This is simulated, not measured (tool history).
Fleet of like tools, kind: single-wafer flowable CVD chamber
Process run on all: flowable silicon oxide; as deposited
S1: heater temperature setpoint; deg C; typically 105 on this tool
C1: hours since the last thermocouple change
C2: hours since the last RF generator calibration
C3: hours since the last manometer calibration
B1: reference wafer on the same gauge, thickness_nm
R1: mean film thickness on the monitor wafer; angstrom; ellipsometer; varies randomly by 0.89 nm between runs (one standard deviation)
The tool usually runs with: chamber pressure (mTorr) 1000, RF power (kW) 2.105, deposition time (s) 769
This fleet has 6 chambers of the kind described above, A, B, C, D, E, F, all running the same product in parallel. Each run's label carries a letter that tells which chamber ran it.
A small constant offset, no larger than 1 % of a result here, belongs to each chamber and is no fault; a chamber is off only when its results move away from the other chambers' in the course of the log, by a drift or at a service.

run 1E hour=5.2 | S1=105 chamber_pressure_(mTorr)=1000 RF_power_(kW)=2.105 deposition_time_(s)=769 | C1=568.6 C2=1370.5 C3=926.2 | B1=423.03 | R1=5271.5
-- hour=6.7 chamber C: capacitance manometer re-zeroed and calibrated
run 2D hour=10.2 | S1=105 chamber_pressure_(mTorr)=1000 RF_power_(kW)=2.105 deposition_time_(s)=769 | C1=1346.8 C2=320.9 C3=757.6 | B1=423.15 | R1=5301.6
run 3C hour=16.2 | S1=105 chamber_pressure_(mTorr)=1000 RF_power_(kW)=2.105 deposition_time_(s)=769 | C1=1919.3 C2=230.5 C3=9.5 | B1=423.22 | R1=5334.4
run 4F hour=19.5 | S1=105 chamber_pressure_(mTorr)=1000 RF_power_(kW)=2.105 deposition_time_(s)=769 | C1=796.0 C2=524.1 C3=2987.5 | B1=423.48 | R1=5295.8
run 5B hour=25.7 | S1=105 chamber_pressure_(mTorr)=1240 RF_power_(kW)=2.105 deposition_time_(s)=875 | C1=1262.0 C2=2132.6 C3=266.7 | B1=423.43 | R1=7640.8
run 6A hour=32.0 | S1=105 chamber_pressure_(mTorr)=1240 RF_power_(kW)=2.105 deposition_time_(s)=875 | C1=668.4 C2=2273.6 C3=700.6 | B1=423.40 | R1=7670.1
run 7F hour=35.2 | S1=105 chamber_pressure_(mTorr)=1240 RF_power_(kW)=2.105 deposition_time_(s)=875 | C1=811.7 C2=539.8 C3=3003.2 | B1=423.51 | R1=7689.8
run 8C hour=41.5 | S1=105 chamber_pressure_(mTorr)=1240 RF_power_(kW)=2.105 deposition_time_(s)=875 | C1=1944.6 C2=255.8 C3=34.8 | B1=423.83 | R1=7726.6
run 9A hour=45.8 | S1=105 chamber_pressure_(mTorr)=1240 RF_power_(kW)=2.105 deposition_time_(s)=875 | C1=682.2 C2=2287.4 C3=714.4 | B1=423.65 | R1=7639.4
run 10D hour=50.6 | S1=105 chamber_pressure_(mTorr)=1240 RF_power_(kW)=2.105 deposition_time_(s)=875 | C1=1387.2 C2=361.3 C3=798.0 | B1=423.70 | R1=7665.2
run 11B hour=55.6 | S1=105 chamber_pressure_(mTorr)=1000 RF_power_(kW)=2.105 deposition_time_(s)=769 | C1=1291.9 C2=2162.5 C3=296.6 | B1=423.83 | R1=5304.9
run 12E hour=62.3 | S1=105 chamber_pressure_(mTorr)=1000 RF_power_(kW)=2.105 deposition_time_(s)=769 | C1=625.7 C2=1427.6 C3=983.3 | B1=423.85 | R1=5270.6
run 13F hour=67.0 | S1=105 chamber_pressure_(mTorr)=800 RF_power_(kW)=2.430 deposition_time_(s)=769 | C1=843.5 C2=571.6 C3=3035.0 | B1=424.00 | R1=4123.0
run 14C hour=72.1 | S1=105 chamber_pressure_(mTorr)=800 RF_power_(kW)=2.430 deposition_time_(s)=769 | C1=1975.2 C2=286.4 C3=65.4 | B1=424.22 | R1=4154.3
run 15E hour=76.4 | S1=105 chamber_pressure_(mTorr)=800 RF_power_(kW)=2.430 deposition_time_(s)=769 | C1=639.8 C2=1441.7 C3=997.4 | B1=424.32 | R1=4099.0
run 16D hour=79.7 | S1=105 chamber_pressure_(mTorr)=800 RF_power_(kW)=2.430 deposition_time_(s)=769 | C1=1416.3 C2=390.4 C3=827.1 | B1=424.40 | R1=4131.7
run 17B hour=84.8 | S1=105 chamber_pressure_(mTorr)=800 RF_power_(kW)=2.430 deposition_time_(s)=769 | C1=1321.1 C2=2191.7 C3=325.8 | B1=424.51 | R1=4144.4
run 18A hour=88.2 | S1=105 chamber_pressure_(mTorr)=800 RF_power_(kW)=2.430 deposition_time_(s)=769 | C1=724.6 C2=2329.8 C3=756.8 | B1=424.50 | R1=4109.3
run 19E hour=92.1 | S1=105 chamber_pressure_(mTorr)=1000 RF_power_(kW)=2.105 deposition_time_(s)=769 | C1=655.5 C2=1457.4 C3=1013.1 | B1=424.47 | R1=5285.4
run 20B hour=98.3 | S1=105 chamber_pressure_(mTorr)=1000 RF_power_(kW)=2.105 deposition_time_(s)=769 | C1=1334.6 C2=2205.2 C3=339.3 | B1=424.43 | R1=5327.9
run 21F hour=101.8 | S1=105 chamber_pressure_(mTorr)=1000 RF_power_(kW)=2.105 deposition_time_(s)=769 | C1=878.3 C2=606.4 C3=3069.8 | B1=424.73 | R1=5317.2
-- hour=104.4 chamber A: RF generator calibrated
run 22D hour=108.2 | S1=105 chamber_pressure_(mTorr)=1000 RF_power_(kW)=2.105 deposition_time_(s)=769 | C1=1444.8 C2=418.9 C3=855.6 | B1=424.83 | R1=5320.8
run 23C hour=114.6 | S1=105 chamber_pressure_(mTorr)=1000 RF_power_(kW)=2.105 deposition_time_(s)=769 | C1=2017.7 C2=328.9 C3=107.9 | B1=424.83 | R1=5354.1
run 24A hour=119.4 | S1=105 chamber_pressure_(mTorr)=1000 RF_power_(kW)=2.105 deposition_time_(s)=769 | C1=755.8 C2=15.0 C3=788.0 | B1=424.92 | R1=5309.2
-- hour=121.0 chamber F: capacitance manometer re-zeroed and calibrated
run 25F hour=125.0 | S1=105 chamber_pressure_(mTorr)=1000 RF_power_(kW)=2.105 deposition_time_(s)=769 | C1=901.5 C2=629.6 C3=4.0 | B1=424.80 | R1=5308.2
run 26A hour=131.7 | S1=105 chamber_pressure_(mTorr)=1190 RF_power_(kW)=2.105 deposition_time_(s)=769 | C1=768.1 C2=27.3 C3=800.3 | B1=425.08 | R1=6448.9
run 27C hour=134.8 | S1=105 chamber_pressure_(mTorr)=1190 RF_power_(kW)=2.105 deposition_time_(s)=769 | C1=2037.9 C2=349.1 C3=128.1 | B1=424.99 | R1=6521.2
run 28E hour=139.7 | S1=105 chamber_pressure_(mTorr)=1190 RF_power_(kW)=2.105 deposition_time_(s)=769 | C1=703.1 C2=1505.0 C3=1060.7 | B1=425.28 | R1=6466.2
run 29D hour=142.7 | S1=105 chamber_pressure_(mTorr)=1190 RF_power_(kW)=2.105 deposition_time_(s)=769 | C1=1479.3 C2=453.4 C3=890.1 | B1=425.23 | R1=6490.7
run 30B hour=148.3 | S1=105 chamber_pressure_(mTorr)=1190 RF_power_(kW)=2.105 deposition_time_(s)=769 | C1=1384.6 C2=2255.2 C3=389.3 | B1=425.38 | R1=6472.3
run 31B hour=153.3 | S1=105 chamber_pressure_(mTorr)=1190 RF_power_(kW)=2.105 deposition_time_(s)=769 | C1=1389.6 C2=2260.2 C3=394.3 | B1=425.52 | R1=6471.7
run 32E hour=158.7 | S1=105 chamber_pressure_(mTorr)=1000 RF_power_(kW)=2.105 deposition_time_(s)=769 | C1=722.1 C2=1524.0 C3=1079.7 | B1=425.63 | R1=5319.1
run 33C hour=162.6 | S1=105 chamber_pressure_(mTorr)=1000 RF_power_(kW)=2.105 deposition_time_(s)=769 | C1=2065.7 C2=376.9 C3=155.9 | B1=425.61 | R1=5355.5
run 34D hour=169.0 | S1=105 chamber_pressure_(mTorr)=1000 RF_power_(kW)=2.105 deposition_time_(s)=769 | C1=1505.6 C2=479.7 C3=916.4 | B1=425.58 | R1=5335.7
run 35F hour=175.6 | S1=105 chamber_pressure_(mTorr)=1000 RF_power_(kW)=2.105 deposition_time_(s)=769 | C1=952.1 C2=680.2 C3=54.6 | B1=425.77 | R1=5313.1
run 36A hour=180.3 | S1=105 chamber_pressure_(mTorr)=1000 RF_power_(kW)=2.105 deposition_time_(s)=769 | C1=816.7 C2=75.9 C3=848.9 | B1=425.84 | R1=5309.3

Next, every chamber runs the same settings. What will each give?
run 37A hour=185.1 | S1=105 chamber_pressure_(mTorr)=1000 RF_power_(kW)=2.105 deposition_time_(s)=769 | R1=?
run 37B hour=185.1 | S1=105 chamber_pressure_(mTorr)=1000 RF_power_(kW)=2.105 deposition_time_(s)=769 | R1=?
run 37C hour=185.1 | S1=105 chamber_pressure_(mTorr)=1000 RF_power_(kW)=2.105 deposition_time_(s)=769 | R1=?
run 37D hour=185.1 | S1=105 chamber_pressure_(mTorr)=1000 RF_power_(kW)=2.105 deposition_time_(s)=769 | R1=?
run 37E hour=185.1 | S1=105 chamber_pressure_(mTorr)=1000 RF_power_(kW)=2.105 deposition_time_(s)=769 | R1=?
run 37F hour=185.1 | S1=105 chamber_pressure_(mTorr)=1000 RF_power_(kW)=2.105 deposition_time_(s)=769 | R1=?

run=37A R1=5321.5
run=37B R1=5329.7
run=37C R1=5361.5
run=37D R1=5339.6
run=37E R1=5316.5
run=37F R1=5320.7
